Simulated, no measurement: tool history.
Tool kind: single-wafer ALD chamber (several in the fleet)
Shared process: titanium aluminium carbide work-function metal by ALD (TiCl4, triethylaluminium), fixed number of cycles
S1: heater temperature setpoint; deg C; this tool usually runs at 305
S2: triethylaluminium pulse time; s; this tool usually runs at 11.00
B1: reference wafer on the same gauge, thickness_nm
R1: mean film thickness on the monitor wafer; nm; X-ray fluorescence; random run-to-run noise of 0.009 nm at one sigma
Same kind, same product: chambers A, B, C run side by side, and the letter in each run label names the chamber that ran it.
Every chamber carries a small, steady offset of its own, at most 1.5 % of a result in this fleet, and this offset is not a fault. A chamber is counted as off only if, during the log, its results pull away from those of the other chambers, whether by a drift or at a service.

Run 1A, day 0.179: usual settings; B1 2.0974. Result: R1 2.0516 nm.
Run 2B, day 0.396: usual settings; B1 2.1007. Result: R1 2.0286 nm.
At day 0.579: chamber A: triethylaluminium bottle replaced.
Run 3C, day 0.696: usual settings; B1 2.0994. Result: R1 2.0696 nm.
Run 4B, day 0.921: usual settings; B1 2.1020. Result: R1 2.0357 nm.
Run 5A, day 1.133: usual settings; B1 2.0996. Result: R1 2.0714 nm.
Run 6C, day 1.350: usual settings; B1 2.0989. Result: R1 2.0778 nm.
Run 7C, day 1.725: usual settings; B1 2.1006. Result: R1 2.0914 nm.
Run 8A, day 2.071: usual settings; B1 2.1013. Result: R1 2.0866 nm.
Run 9B, day 2.317: usual settings; B1 2.0988. Result: R1 2.0238 nm.
Run 10B, day 2.671: usual settings; B1 2.0990. Result: R1 2.0330 nm.
Run 11C, day 2.904: usual settings; B1 2.1030. Result: R1 2.0608 nm.
Run 12A, day 3.242: usual settings; B1 2.1007. Result: R1 2.0671 nm.
Run 13A, day 3.600: usual settings; B1 2.0997. Result: R1 2.0594 nm.
Run 14C, day 3.817: usual settings but S1 297 deg C; B1 2.1010. Result: R1 1.9845 nm.
Run 15B, day 3.983: usual settings but S1 297 deg C; B1 2.0993. Result: R1 1.9763 nm.
Run 16C, day 4.158: usual settings but S1 297 deg C; B1 2.0978. Result: R1 1.9788 nm.
Run 17B, day 4.371: usual settings; B1 2.0968. Result: R1 2.0425 nm.
Run 18A, day 4.717: usual settings; B1 2.1004. Result: R1 2.0647 nm.
Run 19C, day 5.092: usual settings; B1 2.0999. Result: R1 2.0417 nm.
Run 20A, day 5.375: usual settings; B1 2.1019. Result: R1 2.0728 nm.
Run 21B, day 5.588: usual settings; B1 2.1017. Result: R1 2.0449 nm.
Run 22B, day 5.850: usual settings but S2 12.98 s; B1 2.0986. Result: R1 2.0409 nm.
Run 23C, day 6.021: usual settings but S2 12.98 s; B1 2.1027. Result: R1 2.0815 nm.
Run 24A, day 6.358: usual settings but S2 12.98 s; B1 2.1023. Result: R1 2.0952 nm.
Run 25C, day 6.638: usual settings; B1 2.0991. Result: R1 2.0285 nm.
Run 26A, day 6.917: usual settings; B1 2.0990. Result: R1 2.0843 nm.
Run 27B, day 7.158: usual settings but S2 8.94 s; B1 2.0999. Result: R1 1.9915 nm.
Run 28C, day 7.488: usual settings but S2 8.94 s; B1 2.1024. Result: R1 1.9422 nm.
Run 29B, day 7.829: usual settings but S2 8.94 s; B1 2.0986. Result: R1 1.9869 nm.
Run 30A, day 8.183: usual settings; B1 2.0983. Result: R1 2.0743 nm.
Run 31B, day 8.483: usual settings; B1 2.1034. Result: R1 2.0224 nm.
Run 32C, day 8.658: usual settings; B1 2.0997. Result: R1 2.0009 nm.
Run 33A, day 9.038: usual settings; B1 2.0994. Result: R1 2.0761 nm.
Run 34B, day 9.396: usual settings; B1 2.0974. Result: R1 2.0564 nm.
Run 35A, day 9.712: usual settings but S1 317 deg C; B1 2.0982. Result: R1 2.1758 nm.
Run 36C, day 10.079: usual settings but S1 317 deg C; B1 2.1006. Result: R1 2.0779 nm.
Run 37A, day 10.367: usual settings but S1 317 deg C; B1 2.1001. Result: R1 2.1624 nm.
Run 38C, day 10.542: usual settings; B1 2.0982. Result: R1 1.9672 nm.

One chamber off, gauge drift, or nothing amiss beyond the chambers' own small offsets? If it is a chamber, which one, and what is the likeliest cause?

Chamber C drifts away from the others.
Most likely cause: triethylaluminium dose below that of a fresh bottle (%) = 32.1.

Here are 4 candidates for chamber C's next run, each the usual settings with a change, their results left as question marks. Which one brings its results back in line with what the others give on the usual settings?
In line means no further than this from the other chambers' mean on the usual settings: R1 0.0310 nm
Run 39C-1, day 10.821: usual settings but S1 316 deg C, S2 15.04 s. Result: R1 ?.
Run 39C-2, day 10.821: usual settings but S1 299 deg C, S2 8.55 s. Result: R1 ?.
Run 39C-3, day 10.821: usual settings but S1 315 deg C. Result: R1 ?.
Run 39C-4, day 10.821: usual settings but S1 301 deg C, S2 9.56 s. Result: R1 ?.

The other chambers' mean on the usual settings: R1 2.0534 nm
  run      R1
39C-1  2.1594
39C-2  1.7999
39C-3  2.0511
39C-4  1.8723
The answer is 39C-3, which returns the chamber to within the allowed miss of the others.
